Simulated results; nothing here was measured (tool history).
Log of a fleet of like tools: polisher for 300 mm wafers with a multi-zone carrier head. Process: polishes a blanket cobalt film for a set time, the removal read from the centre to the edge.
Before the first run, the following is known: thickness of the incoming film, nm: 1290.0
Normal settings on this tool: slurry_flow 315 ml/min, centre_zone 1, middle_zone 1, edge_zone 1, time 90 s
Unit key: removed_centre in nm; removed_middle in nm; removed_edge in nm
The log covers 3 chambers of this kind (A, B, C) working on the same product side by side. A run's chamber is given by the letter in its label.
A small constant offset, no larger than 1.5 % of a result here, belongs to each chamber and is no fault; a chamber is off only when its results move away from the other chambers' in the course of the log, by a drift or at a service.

run,day,slurry_flow,centre_zone,middle_zone,edge_zone,time,removed_centre,removed_middle,removed_edge
1A,0.296,315,1,1,1,90,273.01,273.73,273.82
# day 0.354: chamber A: edge zone pressure recalibrated
2B,0.6,315,1,1,1,90,273.79,266.21,275.46
3C,0.825,315,1,1,1,90,269.66,265.16,273.26
4A,1.05,315,1,1,1,90,270.46,269.57,271.41
5C,1.342,315,1,1,1,90,267.35,271.46,268.99
6B,1.558,315,1,1,1,90,274.98,273.15,271.96
# day 1.658: chamber C: centre zone pressure recalibrated
7B,1.729,315,1,1,1,90,274.49,268.88,273.78
8C,2.025,315,1,1,1,90,269.94,266.69,272.77
9A,2.271,315,1,1,1,90,270.2,263.69,272.15
10C,2.475,315,1,0.95,1,69,203.08,199.5,210.15
11A,2.646,315,1,0.95,1,69,207.24,202.19,208.63
12B,2.862,315,1,0.95,1,69,207.38,202.95,209.07
13B,3.188,315,1,1,1,90,269.02,267.91,272.47
14C,3.421,315,1,1,1,90,269.04,265.91,275.25
15A,3.575,315,1,1,1,90,267.77,275.74,272.91
16A,3.792,315,1,1,1,90,263.84,275.5,271.55
17B,4.054,315,1,1,1,90,270.11,271.19,274.49
18C,4.3,315,1,1,1,90,268.45,270.75,274.64
19A,4.5,315,1,1,1,90,266.45,269.09,273.75
# day 4.721: chamber B: worn pad replaced by a new one
20B,4.783,315,1,1,1,90,272.71,268.59,274.77
# day 5.017: chamber C: worn pad replaced by a new one
21C,5.067,315,1,1,1,90,268.38,264.09,270.45
22B,5.225,225,1,1.1,1,90,259.5,282.78,263.79
23A,5.492,225,1,1.1,1,90,245.78,288.24,265.97
# day 5.575: chamber A: worn pad replaced by a new one
24C,5.842,225,1,1.1,1,90,253.66,281.53,260.96
25B,6.008,315,1,1,1,90,271.33,271.64,273.09
# day 6.171: chamber B: edge zone pressure recalibrated
26A,6.354,315,1,1,1,90,255.83,277.41,275.33
27C,6.646,315,1,1,0.93,100,294.89,297.33,288.59
28A,6.871,315,1,1,0.93,100,279,309.35,295.32
29B,7.221,315,1,1,0.93,100,298.2,307.95,288.45
30C,7.533,315,1,1,1,90,272.95,272.73,272.92
# day 7.75: chamber A: slurry nozzle cleaned
31B,7.771,315,1,1,1,90,268.32,268.9,273.54
32A,8.075,315,1,1,1.05,73,199.63,222.04,229.31
33C,8.325,315,1,1,1.05,73,220.26,223.12,225.09
34C,8.579,315,1,1,1.05,73,222.09,219.97,225.45
35B,8.925,315,1,1,1,90,271.22,266.53,271.5
36A,9.138,315,1,1,1,90,241.71,270.23,270.95
37A,9.321,265,1,1,0.89,90,236.04,272.54,252.49
38B,9.575,265,1,1,0.89,90,264.92,270.63,250.02
39C,9.871,265,1,1,0.89,90,256.73,267.07,252.1
# day 9.921: chamber C: edge zone pressure recalibrated
40B,10.096,315,1,1,1.1,90,270.9,264.85,283.9
41C,10.262,315,1,1,1.1,90,268.8,270.5,285.56

Each of the 3 chambers runs these same settings next. Fill in every chamber's results:
42A,10.521,315,1,1,1,90,?,?,?
42B,10.521,315,1,1,1,90,?,?,?
42C,10.521,315,1,1,1,90,?,?,?

run,removed_centre,removed_middle,removed_edge
42A,240.11,268.24,271.96
42B,275.82,274.09,274.62
42C,267.28,271.68,270.11
